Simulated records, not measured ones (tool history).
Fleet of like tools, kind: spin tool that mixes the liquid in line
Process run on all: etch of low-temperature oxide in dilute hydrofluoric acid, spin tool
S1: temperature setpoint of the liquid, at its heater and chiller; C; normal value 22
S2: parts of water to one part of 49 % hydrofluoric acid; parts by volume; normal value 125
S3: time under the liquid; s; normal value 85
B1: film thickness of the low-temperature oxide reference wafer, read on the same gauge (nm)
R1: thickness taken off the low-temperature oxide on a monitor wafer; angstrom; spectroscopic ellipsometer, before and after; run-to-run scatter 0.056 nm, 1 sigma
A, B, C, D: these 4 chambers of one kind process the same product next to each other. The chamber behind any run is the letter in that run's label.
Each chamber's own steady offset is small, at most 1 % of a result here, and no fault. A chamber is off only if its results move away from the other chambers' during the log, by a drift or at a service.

run     day  S1   S2  S3      B1      R1
 1A   0.362  22  125  85  59.991  64.704
 2D   0.725  22  125  85  59.999  64.931
 3B   1.054  22  125  85  59.958  65.484
 4C   1.538  22  125  85  60.047  63.795
 5B   1.875  22  125  85  60.003  65.509
 6C   2.429  22  125  85  60.005  64.731
 7D   2.925  22  125  85  60.036  65.234
 8A   3.525  22  125  85  59.960  64.949
 9A   4.067  22  125  85  60.014  65.544
10C   4.342  22  125  85  59.978  63.826
11D   4.696  22  125  85  60.037  65.597
12B   5.100  22  125  85  59.960  65.293
13A   5.500  22  125  85  59.974  65.272
14B   6.042  22  125  85  59.996  65.542
15C   6.654  22  125  85  60.037  64.934
16D   7.146  22  125  85  60.001  65.674
17A   7.479  22  125  85  59.992  65.383
18B   7.904  22  125  85  59.974  66.070
19C   8.462  22  125  85  60.001  65.056
20D   8.904  22  125  85  60.000  64.784
21A   9.517  22  125  85  59.998  64.407
22C   9.879  22  125  85  59.961  65.150
23D  10.267  22  125  85  59.987  65.701
     10.525  -- chamber A: hydrofluoric acid flow meter replaced
24B  10.854  22  125  85  60.008  67.448
25C  11.192  22   70  60  60.007  88.639
26D  11.504  22   70  60  60.020  87.411
27B  11.862  22   70  60  60.030  91.788
28A  12.154  22   70  60  59.983  87.790

All 4 chambers run these settings next. Forecast each chamber's results:
29A  12.604  22  125  105       ?
29B  12.604  22  125  105       ?
29C  12.604  22  125  105       ?
29D  12.604  22  125  105       ?

run      R1
29A  80.850
29B  84.953
29C  81.050
29D  80.863
